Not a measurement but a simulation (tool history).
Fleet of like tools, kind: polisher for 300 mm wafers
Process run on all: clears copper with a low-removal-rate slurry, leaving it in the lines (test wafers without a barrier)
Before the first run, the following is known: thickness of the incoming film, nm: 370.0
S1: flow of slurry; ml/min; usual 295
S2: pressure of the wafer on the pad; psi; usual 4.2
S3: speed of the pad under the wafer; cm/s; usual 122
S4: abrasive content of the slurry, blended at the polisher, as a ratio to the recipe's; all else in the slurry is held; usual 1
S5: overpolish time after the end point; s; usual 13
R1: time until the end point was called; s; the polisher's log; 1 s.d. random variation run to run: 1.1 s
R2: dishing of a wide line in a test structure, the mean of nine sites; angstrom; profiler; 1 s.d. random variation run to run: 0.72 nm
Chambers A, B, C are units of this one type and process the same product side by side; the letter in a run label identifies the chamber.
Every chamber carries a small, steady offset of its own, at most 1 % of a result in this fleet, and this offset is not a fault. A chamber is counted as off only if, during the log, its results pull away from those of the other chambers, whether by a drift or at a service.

{"run": "1B", "hour": 8.4, "S1": 295, "S2": 4.2, "S3": 122, "S4": 1, "S5": 13, "R1": 72.418, "R2": 452.29}
{"hour": 11.1, "done": "chamber A: worn pad replaced by a new one"}
{"run": "2A", "hour": 23.0, "S1": 295, "S2": 4.2, "S3": 122, "S4": 1, "S5": 13, "R1": 68.3, "R2": 473.47}
{"hour": 24.4, "done": "chamber A: slurry blender recalibrated"}
{"run": "3C", "hour": 31.6, "S1": 295, "S2": 4.2, "S3": 122, "S4": 1, "S5": 13, "R1": 70.363, "R2": 450.2}
{"run": "4C", "hour": 39.1, "S1": 295, "S2": 4.2, "S3": 122, "S4": 1, "S5": 13, "R1": 68.224, "R2": 454.02}
{"run": "5A", "hour": 53.5, "S1": 295, "S2": 4.2, "S3": 122, "S4": 1, "S5": 13, "R1": 69.988, "R2": 452.6}
{"run": "6B", "hour": 67.5, "S1": 295, "S2": 4.2, "S3": 122, "S4": 1, "S5": 13, "R1": 69.612, "R2": 449.37}
{"hour": 77.4, "done": "chamber B: worn pad replaced by a new one"}
{"run": "7C", "hour": 77.9, "S1": 295, "S2": 4.2, "S3": 122, "S4": 1, "S5": 13, "R1": 70.758, "R2": 464.35}
{"hour": 82.5, "done": "chamber B: slurry blender recalibrated"}
{"run": "8B", "hour": 93.0, "S1": 295, "S2": 4.2, "S3": 122, "S4": 1, "S5": 13, "R1": 70.781, "R2": 461.71}
{"run": "9A", "hour": 100.6, "S1": 295, "S2": 4.2, "S3": 122, "S4": 1, "S5": 13, "R1": 69.286, "R2": 461.8}
{"run": "10B", "hour": 110.0, "S1": 295, "S2": 4.2, "S3": 122, "S4": 1, "S5": 13, "R1": 69.824, "R2": 452.53}
{"hour": 111.8, "done": "chamber C: worn pad replaced by a new one"}
{"run": "11A", "hour": 118.7, "S1": 295, "S2": 4.2, "S3": 122, "S4": 1, "S5": 13, "R1": 70.806, "R2": 451.81}
{"hour": 122.2, "done": "chamber A: worn pad replaced by a new one"}
{"run": "12C", "hour": 133.4, "S1": 245, "S2": 4.2, "S3": 122, "S4": 1, "S5": 13, "R1": 70.062, "R2": 450.27}
{"run": "13B", "hour": 140.2, "S1": 245, "S2": 4.2, "S3": 122, "S4": 1, "S5": 13, "R1": 71.515, "R2": 451.85}
{"run": "14A", "hour": 154.4, "S1": 245, "S2": 4.2, "S3": 122, "S4": 1, "S5": 13, "R1": 70.188, "R2": 447.85}
{"run": "15C", "hour": 163.5, "S1": 295, "S2": 4.2, "S3": 122, "S4": 1, "S5": 13, "R1": 70.195, "R2": 463.93}
{"hour": 167.9, "done": "chamber B: worn pad replaced by a new one"}
{"run": "16A", "hour": 172.8, "S1": 295, "S2": 4.2, "S3": 122, "S4": 1, "S5": 13, "R1": 70.48, "R2": 451.87}
{"run": "17B", "hour": 188.0, "S1": 295, "S2": 3.3, "S3": 122, "S4": 1, "S5": 13, "R1": 90.163, "R2": 361.57}
{"hour": 200.5, "done": "chamber C: slurry blender recalibrated"}
{"run": "18C", "hour": 201.7, "S1": 295, "S2": 3.3, "S3": 122, "S4": 1, "S5": 13, "R1": 88.404, "R2": 364.14}
{"hour": 205.2, "done": "chamber A: head pressure recalibrated"}
{"run": "19B", "hour": 212.9, "S1": 295, "S2": 3.3, "S3": 122, "S4": 1, "S5": 13, "R1": 89.539, "R2": 363.75}
{"hour": 218.8, "done": "chamber A: worn pad replaced by a new one"}
{"run": "20A", "hour": 225.0, "S1": 295, "S2": 4.2, "S3": 122, "S4": 1, "S5": 13, "R1": 64.528, "R2": 493.82}
{"run": "21C", "hour": 236.5, "S1": 295, "S2": 4.2, "S3": 122, "S4": 1, "S5": 13, "R1": 71.077, "R2": 458.16}
{"hour": 241.6, "done": "chamber C: slurry nozzle cleaned"}
{"hour": 244.2, "done": "chamber B: worn pad replaced by a new one"}
{"hour": 244.6, "done": "chamber B: head pressure recalibrated"}
{"hour": 249.7, "done": "chamber C: worn pad replaced by a new one"}
{"run": "22B", "hour": 249.9, "S1": 295, "S2": 4.2, "S3": 122, "S4": 1, "S5": 13, "R1": 71.625, "R2": 448.31}
{"hour": 257.7, "done": "chamber C: head pressure recalibrated"}
{"run": "23A", "hour": 259.7, "S1": 295, "S2": 4.2, "S3": 122, "S4": 1, "S5": 13, "R1": 63.97, "R2": 484.91}
{"run": "24C", "hour": 272.9, "S1": 295, "S2": 4.9, "S3": 94, "S4": 1, "S5": 13, "R1": 77.023, "R2": 417.51}
{"run": "25C", "hour": 280.4, "S1": 295, "S2": 4.9, "S3": 94, "S4": 1, "S5": 13, "R1": 76.269, "R2": 422.61}
{"run": "26A", "hour": 289.3, "S1": 295, "S2": 4.9, "S3": 94, "S4": 1, "S5": 13, "R1": 69.53, "R2": 456.24}
{"run": "27B", "hour": 297.5, "S1": 295, "S2": 4.2, "S3": 122, "S4": 1, "S5": 13, "R1": 70.986, "R2": 450.44}
{"run": "28C", "hour": 308.3, "S1": 345, "S2": 4.2, "S3": 122, "S4": 1, "S5": 18, "R1": 67.618, "R2": 603.56}
{"hour": 310.7, "done": "chamber A: worn pad replaced by a new one"}
{"run": "29A", "hour": 317.1, "S1": 345, "S2": 4.2, "S3": 122, "S4": 1, "S5": 18, "R1": 64.572, "R2": 630.63}
{"hour": 324.7, "done": "chamber A: slurry blender recalibrated"}
{"hour": 325.6, "done": "chamber B: slurry nozzle cleaned"}
{"run": "30B", "hour": 331.3, "S1": 345, "S2": 4.2, "S3": 122, "S4": 1, "S5": 18, "R1": 69.45, "R2": 610.04}
{"hour": 335.3, "done": "chamber B: worn pad replaced by a new one"}
{"run": "31B", "hour": 338.9, "S1": 295, "S2": 4.2, "S3": 122, "S4": 1, "S5": 13, "R1": 70.869, "R2": 447.26}
{"run": "32C", "hour": 353.0, "S1": 295, "S2": 4.2, "S3": 122, "S4": 0.75, "S5": 13, "R1": 74.685, "R2": 420.68}
{"run": "33A", "hour": 361.7, "S1": 295, "S2": 4.2, "S3": 122, "S4": 0.75, "S5": 13, "R1": 68.163, "R2": 475.97}
{"run": "34B", "hour": 373.9, "S1": 295, "S2": 4.2, "S3": 122, "S4": 0.75, "S5": 13, "R1": 73.646, "R2": 431.4}
{"run": "35A", "hour": 387.7, "S1": 295, "S2": 4.2, "S3": 122, "S4": 1, "S5": 13, "R1": 64.972, "R2": 507.37}
{"run": "36C", "hour": 398.3, "S1": 295, "S2": 4.2, "S3": 122, "S4": 1, "S5": 13, "R1": 72.14, "R2": 467.28}
{"run": "37B", "hour": 412.2, "S1": 295, "S2": 5.6, "S3": 122, "S4": 1, "S5": 13, "R1": 54.351, "R2": 598.81}

One chamber off, gauge drift, or nothing amiss beyond the chambers' own small offsets? If it is a chamber, which one, and what is the likeliest cause?

After it was serviced, chamber A no longer matches the other chambers.
Cause: head's pressure above its setpoint, % = 7.97.

Here are 4 candidates for chamber A's next run, each the usual settings with a change, their results left as question marks. Which one brings its results back in line with what the others give on the usual settings?
Counts as in line when no further than this from what the other chambers average on the usual settings: R1 3.7 s; R2 25 angstrom
{"run": "38A-1", "hour": 423.3, "S1": 295, "S2": 3.8, "S3": 112, "S4": 1, "S5": 13, "R1": "?", "R2": "?"}
{"run": "38A-2", "hour": 423.3, "S1": 295, "S2": 4.6, "S3": 132, "S4": 1, "S5": 13, "R1": "?", "R2": "?"}
{"run": "38A-3", "hour": 423.3, "S1": 295, "S2": 4, "S3": 118, "S4": 1, "S5": 13, "R1": "?", "R2": "?"}
{"run": "38A-4", "hour": 423.3, "S1": 295, "S2": 4.4, "S3": 126, "S4": 1, "S5": 13, "R1": "?", "R2": "?"}

Usual-settings mean across the other chambers: R1 70.492 s; R2 456.44 angstrom
run=38A-1 R1=78.091 R2=420.83
run=38A-2 R1=54.893 R2=567.66
run=38A-3 R1=70.481 R2=459.74
run=38A-4 R1=60.076 R2=526.73
Change 38A-3 lands the chamber within the allowed miss of the other chambers.
